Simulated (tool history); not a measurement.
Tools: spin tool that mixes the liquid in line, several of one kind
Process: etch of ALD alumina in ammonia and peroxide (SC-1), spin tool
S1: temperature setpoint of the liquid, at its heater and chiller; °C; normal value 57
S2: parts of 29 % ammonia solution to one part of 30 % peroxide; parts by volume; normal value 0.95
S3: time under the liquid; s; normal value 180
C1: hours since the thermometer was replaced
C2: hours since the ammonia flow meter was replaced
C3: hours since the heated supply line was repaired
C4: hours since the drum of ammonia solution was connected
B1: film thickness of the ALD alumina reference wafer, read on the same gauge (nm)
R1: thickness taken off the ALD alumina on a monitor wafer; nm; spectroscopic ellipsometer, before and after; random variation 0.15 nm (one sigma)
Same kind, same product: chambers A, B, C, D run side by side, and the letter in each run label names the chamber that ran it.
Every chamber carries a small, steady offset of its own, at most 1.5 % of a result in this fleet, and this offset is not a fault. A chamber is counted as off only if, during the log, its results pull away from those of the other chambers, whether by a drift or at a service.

run   hour    S1    S2   S3     C1      C2      C3     C4      B1      R1
 1A   11.6    57  0.95  180  230.5   684.6  1676.5   60.5  59.989  14.699
      18.3  -- chamber B: new drum of ammonia solution connected
      19.1  -- chamber D: ammonia flow meter replaced
 2C   23.6    57  0.95  180  125.7   578.4   111.7  121.1  60.002  15.193
 3B   36.4    57  0.95  180  405.1   345.7   704.1   18.1  60.029  15.019
 4D   44.9    57  0.95  180  377.3    25.8   949.4   97.1  59.982  14.936
 5C   52.4    57  0.95  180  154.5   607.2   140.5  149.9  60.009  15.297
 6B   65.4    57   0.6   85  434.1   374.7   733.1   47.1  59.999  6.9206
 7D   75.1    57   0.6   85  407.5      56   979.6  127.3  60.013  6.7242
 8A   85.4    57   0.6   85  304.3   758.4  1750.3  134.3  59.971  6.6023
 9A   93.5    57   0.6   85  312.4   766.5  1758.4  142.4  59.984   6.659
10C  102.6    66  0.95  230  204.7   657.4   190.7  200.1  59.976  31.097
11D  114.3    66  0.95  230  446.7    95.2  1018.8  166.5  60.048  30.833
12B  120.7    66  0.95  230  489.4     430   788.4  102.4  59.993  30.978
13D  133.1    66  0.95  230  465.5     114  1037.6  185.3  59.996  30.329
14C  139.6    57  0.95  180  241.7   694.4   227.7  237.1      60   15.14
     144.7  -- chamber B: thermometer replaced
15B  146.8    57  0.95  180    2.2   456.1   814.5  128.5  59.951  15.044
16A  155.2    57  0.95  180  374.1   828.2  1820.1  204.1   60.03  14.718
17B  167.7    57  0.95  180   23.1     477   835.4  149.4  59.996  15.104
18A  177.6    57  0.95   90  396.5   850.6  1842.5  226.5  59.995  7.4578
19D  189.4    57  0.95   90  521.8   170.3  1093.9  241.6  60.042  7.5191
20C    200    57  0.95   90  302.1   754.8   288.1  297.5  59.975  7.5305
21B  206.8    57  0.95   90   62.2   516.1   874.5  188.5  59.985  7.3354
22A  217.3    57  0.95  180  436.2   890.3  1882.2  266.2  59.992   14.74
23D  228.7    57  0.95  180  561.1   209.6  1133.2  280.9  60.002  14.828
24C    240    57  0.95  180  342.1   794.8   328.1  337.5  60.026  15.351
25D  248.8    57  0.95  180  581.2   229.7  1153.3    301  59.934  15.115
26B  258.5    57  0.95  180  113.9   567.8   926.2  240.2  60.042  14.444
27C  266.1    57  0.95  120  368.2   820.9   354.2  363.6  59.961  10.029
28A  274.6    57  0.95  120  493.5   947.6  1939.5  323.5  60.021  9.7425
29D  285.7    57  0.95  120  618.1   266.6  1190.2  337.9  59.984  10.158
30C  294.9    57  0.95  120    397   849.7     383  392.4  59.981  10.065
31B  302.4  52.5  0.95  180  157.8   611.7   970.1  284.1  59.996  11.143
32A  313.5  52.5  0.95  180  532.4   986.5  1978.4  362.4  59.997  11.518
33B  319.9  52.5  0.95  180  175.3   629.2   987.6  301.6  59.985  11.174
34D  327.9  52.5  0.95  180  660.3   308.8  1232.4  380.1  60.013  11.791
35A  335.6    57  0.95  180  554.5  1008.6  2000.5  384.5   60.06  14.762
36C  346.1    57  0.95  180  448.2   900.9   434.2  443.6  59.986  15.113
37C    353    57  0.95  180  455.1   907.8   441.1  450.5  60.023  14.826
38A  362.2    57  0.95  180  581.1  1035.2  2027.1  411.1  60.037  14.838

What goes on in this fleet: one chamber off, a drifting gauge, or nothing beyond the chambers' own small offsets? Name the chamber and the cause, if any.

Chamber B drifts away from the others.
What lies behind it: temperature lost on the way to the wafer (K) = 1.8.
Not necessarily distinguishable in this log from: liquid colder than its thermometer reads (K).

Chamber B could run next with any of the 4 candidate recipes listed below; each alters the usual settings, and their results appear as question marks. Which one brings its results back in line with what the other chambers deliver on the usual settings?
In line means no further than this from the other chambers' mean on the usual settings: R1 0.52 nm
39B-1  371.7  55.5  0.95  180                       ?
39B-2  371.7    57  0.95  185                       ?
39B-3  371.7  57.5  0.95  190                       ?
39B-4  371.7    57   0.7  180                       ?

What the other chambers average on the usual settings: R1 14.944 nm
  run      R1
39B-1  12.606
39B-2  14.019
39B-3  14.776
39B-4  13.245
With 39B-3, the chamber falls back in line with the rest.
